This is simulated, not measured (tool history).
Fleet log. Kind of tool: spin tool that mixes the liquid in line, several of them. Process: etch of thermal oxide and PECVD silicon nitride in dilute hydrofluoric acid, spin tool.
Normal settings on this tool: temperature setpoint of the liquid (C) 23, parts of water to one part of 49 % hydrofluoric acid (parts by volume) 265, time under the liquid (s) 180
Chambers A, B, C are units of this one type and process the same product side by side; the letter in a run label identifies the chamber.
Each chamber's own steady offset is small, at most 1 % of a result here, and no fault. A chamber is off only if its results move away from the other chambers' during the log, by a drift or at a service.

run,hour,temperature setpoint of the liquid (C),parts of water to one part of 49 % hydrofluoric acid (parts by volume),time under the liquid (s),hours since the thermometer was replaced,hours since the hydrofluoric acid flow meter was replaced,"read-back film thickness of the thermal oxide reference wafer, read on the same gauge (nm)","read-back film thickness of the PECVD silicon nitride reference wafer, read on the same gauge (nm)",thickness taken off the thermal oxide on a monitor wafer (nm),thickness taken off the PECVD silicon nitride on a monitor wafer (nm)
1C,8.4,23,265,180,1918.7,260.1,149.98,100.01,2.6605,1.4063
2B,18.3,23,265,180,585.3,247.6,150.02,99.99,2.69,1.4006
3A,26.6,23,265,180,560.2,969,150.02,100.01,2.6424,1.4306
4B,33.7,23,265,180,600.7,263,150.01,100.03,2.6587,1.3997
5A,38.6,23,265,115,572.2,981,149.99,100.01,1.6742,0.90181
6C,46.1,23,265,115,1956.4,297.8,149.96,99.991,1.7037,0.90729
7B,55.8,23,265,115,622.8,285.1,149.96,99.98,1.6838,0.89943
8C,61.6,23,265,180,1971.9,313.3,150,99.973,2.6104,1.4212
9A,70.3,23,265,180,603.9,1012.7,150.02,100,2.6503,1.3631
10B,76.7,23,265,180,643.7,306,150.01,100,2.6414,1.3862
11C,82.8,23,265,180,1993.1,334.5,149.99,99.981,2.6728,1.3851
12A,91.5,19.5,265,285,625.1,1033.9,150.05,99.976,3.6468,1.7734
13C,98.7,19.5,265,285,2009,350.4,150,100.01,3.6988,1.8171
14A,105.7,19.5,265,285,639.3,1048.1,149.99,99.99,3.738,1.7381
15B,111.2,21,370,180,678.2,340.5,149.99,99.981,1.6153,0.90763
# hour 117.4: chamber C: thermometer replaced
16C,118.1,21,370,180,0.8,369.8,149.98,99.993,1.6316,0.90025
17B,125.2,21,370,180,692.2,354.5,150,99.972,1.621,0.90669
18A,133.3,23,325,180,666.9,1075.7,149.97,100.01,2.0496,1.1199
19A,139.1,23,325,180,672.7,1081.5,150.05,99.993,2.0653,1.1691
20C,148.4,23,325,180,31.1,400.1,150.02,100.01,2.0405,1.1377
21B,154.3,23,265,180,721.3,383.6,149.99,100.01,2.734,1.4393
22B,159.4,23,265,180,726.4,388.7,149.98,99.978,2.7142,1.4396
23A,164.8,23,265,180,698.4,1107.2,150.01,99.987,2.6216,1.3617
24C,170.2,23,265,180,52.9,421.9,149.96,99.999,2.6454,1.396
25B,178.9,23,265,180,745.9,408.2,150,100.01,2.763,1.4392
26C,184.5,23,265,180,67.2,436.2,150,100.02,2.6673,1.3946
27A,192.8,23,265,180,726.4,1135.2,149.99,100.04,2.6322,1.3952
28A,197.6,23,265,180,731.2,1140,149.96,100.01,2.6822,1.3934
29B,205.3,23,265,180,772.3,434.6,149.97,99.979,2.7729,1.4719
30C,210.9,23,155,180,93.6,462.6,149.96,100.03,5.0589,2.3385
31B,216.5,23,155,180,783.5,445.8,150,100.02,5.4488,2.44
32C,222.9,23,155,180,105.6,474.6,150,100.02,5.0313,2.3516
33A,229.1,23,265,180,762.7,1171.5,150,100.01,2.6082,1.3895
34B,237.4,23,265,180,804.4,466.7,149.99,99.977,2.8217,1.4929
35A,244.4,26.5,265,180,778,1186.8,149.99,99.992,3.0073,1.7212
36C,252,26.5,265,180,134.7,503.7,149.99,100.03,3.0364,1.752
37C,257.5,26.5,265,180,140.2,509.2,149.99,100.02,3.0065,1.7215
38B,267.2,23,265,180,834.2,496.5,150.01,99.996,2.8618,1.5023
39A,275.6,23,265,180,809.2,1218,150,100.02,2.6504,1.419

All 3 chambers run these settings next. Forecast each chamber's results:
40A,283,23,325,180,,,,,?,?
40B,283,23,325,180,,,,,?,?
40C,283,23,325,180,,,,,?,?

run,thickness taken off the thermal oxide on a monitor wafer (nm),thickness taken off the PECVD silicon nitride on a monitor wafer (nm)
40A,2.0479,1.1695
40B,2.2127,1.2236
40C,2.0341,1.1641
